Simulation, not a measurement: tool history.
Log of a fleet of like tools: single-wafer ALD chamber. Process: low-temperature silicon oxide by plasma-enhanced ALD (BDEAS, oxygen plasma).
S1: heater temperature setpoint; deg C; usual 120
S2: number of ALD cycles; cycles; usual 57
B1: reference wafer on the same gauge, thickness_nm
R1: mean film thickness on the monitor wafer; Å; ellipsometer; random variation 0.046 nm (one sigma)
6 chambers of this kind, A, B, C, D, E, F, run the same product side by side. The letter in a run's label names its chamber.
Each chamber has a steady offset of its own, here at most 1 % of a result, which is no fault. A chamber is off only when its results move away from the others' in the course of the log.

| run | day | S1 | S2 | B1 | R1 |
|---|---|---|---|---|---|
| 1B | 0.192 | 120 | 57 | 8.5435 | 78.503 |
| 2E | 0.333 | 120 | 57 | 8.5320 | 78.520 |
| 3A | 0.433 | 120 | 57 | 8.5341 | 77.622 |
| 4F | 0.533 | 120 | 57 | 8.5337 | 78.939 |
| 5C | 0.683 | 120 | 57 | 8.5455 | 78.281 |
| 6D | 0.812 | 120 | 57 | 8.5322 | 77.631 |
| 7C | 1.000 | 120 | 57 | 8.5409 | 77.444 |
| 8B | 1.175 | 120 | 57 | 8.5444 | 78.665 |
| 9E | 1.267 | 129 | 62 | 8.5412 | 83.847 |
| 10F | 1.362 | 129 | 62 | 8.5279 | 84.249 |
| 11D | 1.517 | 129 | 62 | 8.5305 | 83.590 |
| 12A | 1.679 | 129 | 62 | 8.5403 | 83.735 |
| 13B | 1.867 | 129 | 62 | 8.5331 | 84.058 |
| 14A | 2.058 | 129 | 62 | 8.5431 | 83.020 |
| 15C | 2.146 | 120 | 57 | 8.5229 | 78.884 |
| 16E | 2.238 | 120 | 57 | 8.5513 | 78.327 |
| 17D | 2.388 | 120 | 57 | 8.5398 | 77.797 |
| 18F | 2.546 | 114 | 64 | 8.5367 | 90.019 |
| 19A | 2.742 | 114 | 64 | 8.5319 | 88.521 |
| 20F | 2.883 | 114 | 64 | 8.5545 | 89.881 |
| 21E | 3.038 | 114 | 64 | 8.5393 | 89.391 |
| 22D | 3.171 | 114 | 64 | 8.5493 | 88.053 |
| 23B | 3.317 | 114 | 64 | 8.5365 | 89.625 |
| 24C | 3.471 | 120 | 57 | 8.5387 | 77.750 |
| 25F | 3.662 | 120 | 57 | 8.5437 | 78.587 |
| 26C | 3.808 | 120 | 57 | 8.5288 | 78.863 |
| 27A | 3.929 | 120 | 57 | 8.5305 | 77.796 |
| 28D | 4.033 | 120 | 57 | 8.5432 | 77.991 |
| 29B | 4.167 | 120 | 57 | 8.5419 | 78.626 |
| 30E | 4.258 | 120 | 57 | 8.5357 | 78.343 |
| 31C | 4.388 | 120 | 57 | 8.5360 | 78.944 |
| 32B | 4.538 | 120 | 57 | 8.5331 | 78.263 |
| 33A | 4.696 | 120 | 57 | 8.5359 | 78.330 |
| 34E | 4.804 | 120 | 57 | 8.5411 | 78.172 |
| 35F | 4.892 | 120 | 57 | 8.5347 | 79.129 |
| 36D | 5.050 | 107 | 57 | 8.5436 | 80.382 |
| 37F | 5.229 | 107 | 57 | 8.5357 | 81.349 |
| 38A | 5.371 | 107 | 57 | 8.5298 | 79.218 |
| 39D | 5.525 | 107 | 57 | 8.5346 | 79.816 |
| 40C | 5.617 | 107 | 57 | 8.5439 | 81.124 |
| 41E | 5.708 | 107 | 57 | 8.5364 | 80.890 |

Is one chamber off against the others, does the gauge drift, or is nothing wrong? If a chamber is off, say which, and what the likeliest cause is.

No chamber stands off beyond its own small offset, and the gauge holds steady.
